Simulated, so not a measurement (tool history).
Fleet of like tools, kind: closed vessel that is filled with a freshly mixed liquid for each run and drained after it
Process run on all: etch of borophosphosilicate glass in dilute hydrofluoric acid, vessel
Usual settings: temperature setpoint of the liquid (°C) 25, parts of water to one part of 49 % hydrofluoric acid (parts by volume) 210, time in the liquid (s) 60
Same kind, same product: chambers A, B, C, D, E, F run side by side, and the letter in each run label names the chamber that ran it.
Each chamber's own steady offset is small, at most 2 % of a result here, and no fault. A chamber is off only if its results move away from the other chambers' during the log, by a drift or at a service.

run,hour,temperature setpoint of the liquid (°C),parts of water to one part of 49 % hydrofluoric acid (parts by volume),time in the liquid (s),"read-back film thickness of the borophosphosilicate glass reference wafer, read on the same gauge (nm)",thickness taken off the borophosphosilicate glass on a monitor wafer (Å)
1D,3.3,25,210,60,39.99,227.52
2A,8.2,25,210,60,39.991,225.21
3F,12.6,25,210,60,39.992,223.13
4C,18.5,25,210,60,39.95,223.07
5B,24.8,25,210,60,39.988,224.08
6E,30.9,25,210,60,40.02,228.37
7C,36.8,25,210,60,39.994,222.76
8D,41.8,20.5,110,60,40.007,403.31
9E,47.4,20.5,110,60,39.993,410.1
10A,51.1,20.5,110,60,40.012,404.92
11B,55.9,20.5,110,60,40.009,395.07
12F,59.8,20.5,110,60,39.999,410.84
13E,64.7,20.5,110,60,39.972,414.32
14B,70.6,25,210,60,40.004,222.86
15D,77.4,25,210,60,39.975,225.98
16F,83.5,25,210,60,40.013,224.66
# hour 89: chamber D: thermometer replaced
17C,89.6,25,210,60,39.963,224.05
18A,96.2,25,210,60,40.01,224.22
19F,103.2,25,210,60,39.956,224.32
20E,109.1,25,210,60,39.993,223.77
21D,112.8,25,210,60,40.007,225.57
22A,117.1,25,210,60,39.969,224.4
23B,121.4,25,210,60,39.989,223.01
24C,127.6,25,115,85,39.926,655.77
25C,134.1,25,115,85,39.989,652.19
26F,138.4,25,115,85,39.976,659.9
27D,143.6,25,115,85,40.014,653.76
# hour 145.7: chamber C: thermometer replaced
28B,149.4,25,115,85,40.013,636.49
29A,155.4,25,115,85,39.956,656.61
30E,160.4,25,210,60,40.028,223.47
31B,167.6,25,210,60,40.031,223.83
# hour 172: chamber D: hydrofluoric acid flow meter replaced
32E,173.8,25,210,60,40.062,220.13
33A,180.3,25,210,60,39.985,224.13
34D,185.2,25,210,60,40.013,225.89
35C,188.9,25,210,60,40.019,222.51
36F,194.7,25,210,60,40.006,225.03
37A,201.4,25,210,60,40.003,224.7
# hour 203.4: chamber C: hydrofluoric acid flow meter replaced
38C,206.4,27.5,210,35,40.005,142.46
39F,213.1,27.5,210,35,40.025,143.09

All 6 chambers run these settings next. Forecast each chamber's results:
40A,218.4,25,210,60,,?
40B,218.4,25,210,60,,?
40C,218.4,25,210,60,,?
40D,218.4,25,210,60,,?
40E,218.4,25,210,60,,?
40F,218.4,25,210,60,,?

run,thickness taken off the borophosphosilicate glass on a monitor wafer (Å)
40A,223.61
40B,223.87
40C,222.91
40D,227.43
40E,218.95
40F,223.99
